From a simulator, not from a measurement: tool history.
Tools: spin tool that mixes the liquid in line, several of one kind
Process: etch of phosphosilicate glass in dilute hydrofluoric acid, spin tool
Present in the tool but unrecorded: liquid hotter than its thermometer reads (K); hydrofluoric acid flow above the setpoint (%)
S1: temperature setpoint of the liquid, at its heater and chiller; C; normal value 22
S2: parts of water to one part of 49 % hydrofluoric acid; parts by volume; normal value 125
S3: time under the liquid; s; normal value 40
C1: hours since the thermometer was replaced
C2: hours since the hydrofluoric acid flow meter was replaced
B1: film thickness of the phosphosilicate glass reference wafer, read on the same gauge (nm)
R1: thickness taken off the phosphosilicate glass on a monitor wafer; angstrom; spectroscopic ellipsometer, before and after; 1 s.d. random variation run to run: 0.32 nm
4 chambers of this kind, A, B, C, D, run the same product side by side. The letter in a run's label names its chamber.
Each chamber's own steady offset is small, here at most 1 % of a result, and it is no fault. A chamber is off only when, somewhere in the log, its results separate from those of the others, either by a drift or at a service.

run   hour    S1   S2  S3      C1     C2      B1      R1
 1A    6.9    22  125  40   556.2  253.5  70.012  452.16
 2C   12.3    22  125  40   972.7  355.6   69.99  454.61
      17.6  -- chamber C: thermometer replaced
 3B   22.9    22  125  40  1084.3  663.1  70.018  452.65
 4D   28.6    22  125  40  1743.5  642.6  69.961  459.93
 5D   36.5    22  125  40  1751.4  650.5  69.974  463.52
 6B   45.4    22  125  40  1106.8  685.6  70.002  463.74
 7C   51.2    22  125  40    33.7  394.5  69.988  451.49
 8A   57.8    22  125  40   607.1  304.4  70.026  456.88
 9D   63.5  20.5  125  40  1778.4  677.5  70.017  434.91
10B   68.7  20.5  125  40  1130.1  708.9  69.975  438.84
11A   74.8  20.5  125  40   624.1  321.4   70.01   426.8
12C   86.1  20.5  125  40    68.6  429.4  70.005  430.86
13A   92.4    22   75  40   641.7    339  69.997  797.73
14B   99.9    22   75  40  1161.3  740.1  69.989  832.05
15D  106.9    22   75  40  1821.8  720.9  70.032  806.22
     113.7  -- chamber D: thermometer replaced
16C  117.1    22   75  40    99.6  460.4  69.986  798.95
17A  125.9    22  100  40   675.2  372.5   69.99  578.99
18D  137.4    22  100  40    23.7  751.4  69.955  580.71
19C  148.2    22  100  40   130.7  491.5  70.029  582.25
20B  154.2    22  100  40  1215.6  794.4  70.006  616.15
21B  165.6    22  125  40    1227  805.8  70.001  482.97
22D  171.5    22   85  40    57.8  785.5  69.995  708.76
23C  183.4    22   85  40   165.9  526.7  69.979  700.95
24A  191.2    22   85  40   740.5  437.8  69.988  698.68
25B  196.9    22   85  40  1258.3  837.1  69.992  743.93
26D  205.2  26.5  125  50    91.5  819.2  70.013   680.3
27A  212.9  26.5  125  50   762.2  459.5  69.992   673.4
28C  222.3  26.5  125  50   204.8  565.6  69.986  678.02
29B  231.3  26.5  125  50  1292.7  871.5  69.988  732.45

One chamber off, gauge drift, or nothing amiss beyond the chambers' own small offsets? If it is a chamber, which one, and what is the likeliest cause?

Chamber B drifts away from the others.
Cause: hydrofluoric acid flow above the setpoint (%) = 7.
The log may not separate it from: liquid hotter than its thermometer reads (K).

Here are 4 candidates for chamber B's next run, each the usual settings with a change, their results left as question marks. Which one brings its results back in line with what the others give on the usual settings?
Counts as in line when no further than this from what the other chambers average on the usual settings: R1 11 angstrom
30B-1  239.9  26.5  125  40               ?
30B-2  239.9    24  125  40               ?
30B-3  239.9    20  125  40               ?
30B-4  239.9    22  130  35               ?

The mean the other chambers reach with the usual settings: R1 457.9 angstrom
  run      R1
30B-1  589.55
30B-2  535.87
30B-3  457.85
30B-4   414.8
The answer is 30B-3, which returns the chamber to within the allowed miss of the others.
